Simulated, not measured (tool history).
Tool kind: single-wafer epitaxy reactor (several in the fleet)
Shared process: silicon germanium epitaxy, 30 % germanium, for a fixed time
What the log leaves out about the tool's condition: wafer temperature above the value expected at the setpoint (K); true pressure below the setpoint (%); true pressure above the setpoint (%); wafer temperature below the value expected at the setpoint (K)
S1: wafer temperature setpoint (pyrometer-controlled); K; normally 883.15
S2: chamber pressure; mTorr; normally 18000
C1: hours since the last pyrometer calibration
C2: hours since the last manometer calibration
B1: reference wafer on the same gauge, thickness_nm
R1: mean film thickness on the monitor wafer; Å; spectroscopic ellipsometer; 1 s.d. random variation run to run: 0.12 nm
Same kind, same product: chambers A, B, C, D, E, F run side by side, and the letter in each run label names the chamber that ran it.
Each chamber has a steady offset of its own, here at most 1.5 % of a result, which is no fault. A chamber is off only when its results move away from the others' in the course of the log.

| run | day | S1 | S2 | C1 | C2 | B1 | R1 |
|---|---|---|---|---|---|---|---|
| 1E | 0.292 | 883.15 | 18000 | 595.9 | 302.7 | 72.151 | 675.21 |
| 2D | 0.496 | 883.15 | 18000 | 218.9 | 91.8 | 72.118 | 670.14 |
| 3C | 0.738 | 883.15 | 18000 | 697.4 | 721.7 | 72.148 | 677.78 |
| 4B | 0.950 | 883.15 | 18000 | 2316.3 | 469.7 | 72.161 | 673.34 |
| 5A | 1.329 | 883.15 | 18000 | 2154.7 | 1642.3 | 72.166 | 682.53 |
| 6F | 1.508 | 875.15 | 14300 | 617.1 | 2260.2 | 72.134 | 536.67 |
| 7F | 1.792 | 875.15 | 14300 | 623.9 | 2267.0 | 72.152 | 537.23 |
| 8C | 2.108 | 875.15 | 14300 | 730.3 | 754.6 | 72.183 | 537.40 |
| 9A | 2.475 | 875.15 | 14300 | 2182.2 | 1669.8 | 72.222 | 538.46 |
| 10B | 2.788 | 875.15 | 14300 | 2360.4 | 513.8 | 72.242 | 530.19 |
| 11D | 3.029 | 875.15 | 14300 | 279.7 | 152.6 | 72.233 | 531.73 |
| 12E | 3.321 | 883.15 | 18000 | 668.6 | 375.4 | 72.242 | 675.73 |
| 13B | 3.529 | 883.15 | 18000 | 2378.2 | 531.6 | 72.260 | 672.46 |
| 14D | 3.875 | 883.15 | 18000 | 300.0 | 172.9 | 72.250 | 672.01 |
| 15F | 4.200 | 883.15 | 13900 | 681.7 | 2324.8 | 72.280 | 613.58 |
|  | 4.296 | chamber A: pyrometer calibrated |
| 16A | 4.479 | 883.15 | 13900 | 4.5 | 1717.9 | 72.315 | 614.77 |
| 17C | 4.788 | 883.15 | 13900 | 794.6 | 818.9 | 72.295 | 615.22 |
| 18E | 5.021 | 883.15 | 13900 | 709.4 | 416.2 | 72.313 | 610.01 |
| 19F | 5.229 | 883.15 | 13900 | 706.4 | 2349.5 | 72.361 | 615.11 |
| 20D | 5.604 | 883.15 | 13900 | 341.5 | 214.4 | 72.358 | 608.85 |
| 21A | 5.779 | 883.15 | 18000 | 35.7 | 1749.1 | 72.353 | 680.90 |
| 22B | 6.133 | 890.15 | 14000 | 2440.7 | 594.1 | 72.374 | 689.36 |
| 23E | 6.492 | 890.15 | 14000 | 744.7 | 451.5 | 72.405 | 693.91 |
| 24C | 6.717 | 890.15 | 14000 | 840.9 | 865.2 | 72.413 | 699.12 |
| 25B | 7.096 | 890.15 | 14000 | 2463.8 | 617.2 | 72.418 | 688.92 |
| 26E | 7.492 | 890.15 | 14000 | 768.7 | 475.5 | 72.423 | 695.17 |
| 27F | 7.796 | 890.15 | 14000 | 768.0 | 2411.1 | 72.435 | 698.24 |
| 28D | 8.175 | 883.15 | 18000 | 403.2 | 276.1 | 72.504 | 671.41 |
| 29C | 8.504 | 883.15 | 18000 | 883.8 | 908.1 | 72.451 | 682.68 |
| 30A | 8.854 | 883.15 | 18000 | 109.5 | 1822.9 | 72.464 | 685.94 |
| 31E | 9.029 | 883.15 | 18000 | 805.6 | 512.4 | 72.529 | 680.98 |
| 32B | 9.267 | 897.15 | 18000 | 2515.9 | 669.3 | 72.530 | 865.94 |
| 33D | 9.579 | 897.15 | 18000 | 436.9 | 309.8 | 72.523 | 860.34 |
| 34F | 9.875 | 897.15 | 18000 | 817.9 | 2461.0 | 72.554 | 869.27 |
| 35A | 10.062 | 897.15 | 18000 | 138.5 | 1851.9 | 72.546 | 872.53 |
| 36C | 10.362 | 897.15 | 18000 | 928.4 | 952.7 | 72.613 | 876.31 |
| 37E | 10.738 | 897.15 | 18000 | 846.6 | 553.4 | 72.601 | 870.86 |
| 38B | 10.942 | 883.15 | 13600 | 2556.1 | 709.5 | 72.593 | 602.38 |

Has any chamber moved away from the others, gradually or after a service, or does the common gauge drift, or do the chambers differ only by their own small steady offsets? State the chamber and the most likely cause if one applies.

Every chamber seems to shift together because the gauge that measures them all drifts; the chambers themselves are fine.
What lies behind it: gauge reads high (%) = 0.71.

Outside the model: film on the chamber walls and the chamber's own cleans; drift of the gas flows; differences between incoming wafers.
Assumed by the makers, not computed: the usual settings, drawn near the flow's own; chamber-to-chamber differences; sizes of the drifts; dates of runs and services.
